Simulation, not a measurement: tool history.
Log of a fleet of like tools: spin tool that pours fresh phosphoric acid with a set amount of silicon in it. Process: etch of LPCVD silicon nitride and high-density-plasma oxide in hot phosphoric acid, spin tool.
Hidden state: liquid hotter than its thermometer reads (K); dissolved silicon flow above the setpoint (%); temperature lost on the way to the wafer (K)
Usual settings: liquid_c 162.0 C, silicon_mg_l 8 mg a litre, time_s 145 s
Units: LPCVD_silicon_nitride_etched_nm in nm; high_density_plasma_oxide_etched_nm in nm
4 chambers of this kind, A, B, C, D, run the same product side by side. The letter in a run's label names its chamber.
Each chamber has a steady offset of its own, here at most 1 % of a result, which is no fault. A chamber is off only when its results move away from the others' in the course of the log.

| run | day | liquid_c | silicon_mg_l | time_s | hours since the thermometer was replaced | hours since the dissolved silicon flow meter was replaced | hours since the heated supply line was repaired | read-back film thickness of the LPCVD silicon nitride reference wafer, read on the same gauge (nm) | read-back film thickness of the high-density-plasma oxide reference wafer, read on the same gauge (nm) | LPCVD_silicon_nitride_etched_nm | high_density_plasma_oxide_etched_nm |
|---|---|---|---|---|---|---|---|---|---|---|---|
| 1A | 0.104 | 162.0 | 8 | 145 | 2254.1 | 414.6 | 1218.3 | 89.996 | 69.973 | 13.8180 | 0.35225 |
| 2D | 0.233 | 162.0 | 8 | 145 | 2536.1 | 177.2 | 1240.7 | 90.034 | 70.008 | 13.9020 | 0.41573 |
|  | 0.296 | chamber B: thermometer replaced |
| 3B | 0.325 | 162.0 | 8 | 145 | 0.8 | 184.4 | 935.5 | 89.965 | 70.029 | 13.6580 | 0.39688 |
| 4C | 0.529 | 162.0 | 8 | 145 | 1939.4 | 1870.6 | 1292.2 | 89.991 | 70.015 | 13.7980 | 0.34961 |
| 5C | 0.642 | 162.0 | 8 | 145 | 1942.1 | 1873.3 | 1294.9 | 90.008 | 70.033 | 13.7860 | 0.39841 |
| 6A | 0.767 | 162.0 | 8 | 145 | 2270.0 | 430.5 | 1234.2 | 90.017 | 70.016 | 13.7620 | 0.31704 |
| 7D | 0.892 | 162.0 | 8 | 145 | 2551.9 | 193.0 | 1256.5 | 90.002 | 70.002 | 13.8340 | 0.37680 |
| 8B | 1.038 | 162.0 | 8 | 145 | 17.9 | 201.5 | 952.6 | 90.000 | 69.998 | 13.7430 | 0.44485 |
| 9A | 1.200 | 159.5 | 8 | 70 | 2280.4 | 440.9 | 1244.6 | 89.995 | 69.981 | 6.1064 | 0.17201 |
| 10B | 1.333 | 159.5 | 8 | 70 | 25.0 | 208.6 | 959.7 | 89.956 | 70.003 | 6.0914 | 0.15884 |
| 11D | 1.450 | 159.5 | 8 | 70 | 2565.3 | 206.4 | 1269.9 | 90.032 | 70.030 | 6.1618 | 0.16615 |
| 12C | 1.571 | 159.5 | 8 | 70 | 1964.4 | 1895.6 | 1317.2 | 89.986 | 69.985 | 6.1433 | 0.16561 |
| 13B | 1.675 | 162.0 | 8 | 145 | 33.2 | 216.8 | 967.9 | 90.008 | 69.958 | 13.7790 | 0.41957 |
| 14D | 1.779 | 160.5 | 8 | 145 | 2573.2 | 214.3 | 1277.8 | 89.986 | 70.025 | 13.2580 | 0.30805 |
|  | 1.967 | chamber C: heated supply line repaired |
| 15A | 1.979 | 160.5 | 8 | 145 | 2299.1 | 459.6 | 1263.3 | 90.001 | 69.996 | 13.1120 | 0.37060 |
| 16C | 2.167 | 160.5 | 8 | 145 | 1978.7 | 1909.9 | 4.9 | 89.977 | 70.002 | 13.2140 | 0.36569 |
| 17D | 2.342 | 160.5 | 8 | 145 | 2586.7 | 227.8 | 1291.3 | 90.002 | 70.034 | 13.1780 | 0.33067 |
| 18C | 2.521 | 162.0 | 8 | 145 | 1987.2 | 1918.4 | 13.4 | 90.008 | 69.975 | 13.8440 | 0.37927 |
| 19A | 2.625 | 162.0 | 8 | 210 | 2314.6 | 475.1 | 1278.8 | 90.020 | 69.979 | 19.8780 | 0.60148 |
| 20B | 2.812 | 162.0 | 8 | 210 | 60.5 | 244.1 | 995.2 | 90.005 | 70.013 | 19.8160 | 0.55440 |
| 21C | 2.988 | 162.0 | 8 | 210 | 1998.4 | 1929.6 | 24.6 | 89.963 | 69.993 | 20.0070 | 0.56601 |
| 22B | 3.183 | 162.0 | 8 | 210 | 69.4 | 253.0 | 1004.1 | 90.004 | 69.987 | 19.8480 | 0.57180 |
| 23D | 3.342 | 162.0 | 8 | 145 | 2610.7 | 251.8 | 1315.3 | 89.980 | 69.978 | 13.8750 | 0.43620 |
| 24A | 3.521 | 162.0 | 8 | 145 | 2336.1 | 496.6 | 1300.3 | 89.982 | 69.960 | 13.7820 | 0.34451 |
| 25B | 3.662 | 162.0 | 8 | 145 | 80.9 | 264.5 | 1015.6 | 89.999 | 70.005 | 13.7280 | 0.41601 |
| 26C | 3.754 | 162.0 | 8 | 145 | 2016.8 | 1948.0 | 43.0 | 89.983 | 70.009 | 13.7420 | 0.37318 |
| 27D | 3.933 | 162.0 | 8 | 145 | 2624.9 | 266.0 | 1329.5 | 90.001 | 69.991 | 13.9010 | 0.41289 |
| 28A | 4.083 | 162.0 | 8 | 145 | 2349.6 | 510.1 | 1313.8 | 90.029 | 70.028 | 13.7590 | 0.37988 |
| 29A | 4.183 | 162.0 | 8 | 145 | 2352.0 | 512.5 | 1316.2 | 89.985 | 70.047 | 13.7570 | 0.39353 |
| 30C | 4.333 | 162.0 | 8 | 145 | 2030.7 | 1961.9 | 56.9 | 89.999 | 70.006 | 13.7780 | 0.40573 |
| 31D | 4.454 | 162.0 | 8 | 145 | 2637.4 | 278.5 | 1342.0 | 90.047 | 70.005 | 13.8580 | 0.42748 |
| 32B | 4.654 | 162.0 | 8 | 145 | 104.7 | 288.3 | 1039.4 | 89.997 | 70.045 | 13.7850 | 0.40959 |
| 33D | 4.817 | 162.0 | 8 | 145 | 2646.1 | 287.2 | 1350.7 | 90.015 | 69.983 | 13.8560 | 0.38192 |

All 4 chambers run these settings next. Forecast each chamber's results:
| 34A | 4.962 | 162.0 | 8 | 145 |  |  |  |  |  | ? | ? |
| 34B | 4.962 | 162.0 | 8 | 145 |  |  |  |  |  | ? | ? |
| 34C | 4.962 | 162.0 | 8 | 145 |  |  |  |  |  | ? | ? |
| 34D | 4.962 | 162.0 | 8 | 145 |  |  |  |  |  | ? | ? |

| run | LPCVD_silicon_nitride_etched_nm | high_density_plasma_oxide_etched_nm |
|---|---|---|
| 34A | 13.7590 | 0.43120 |
| 34B | 13.8100 | 0.34470 |
| 34C | 13.7750 | 0.33229 |
| 34D | 13.8810 | 0.45966 |
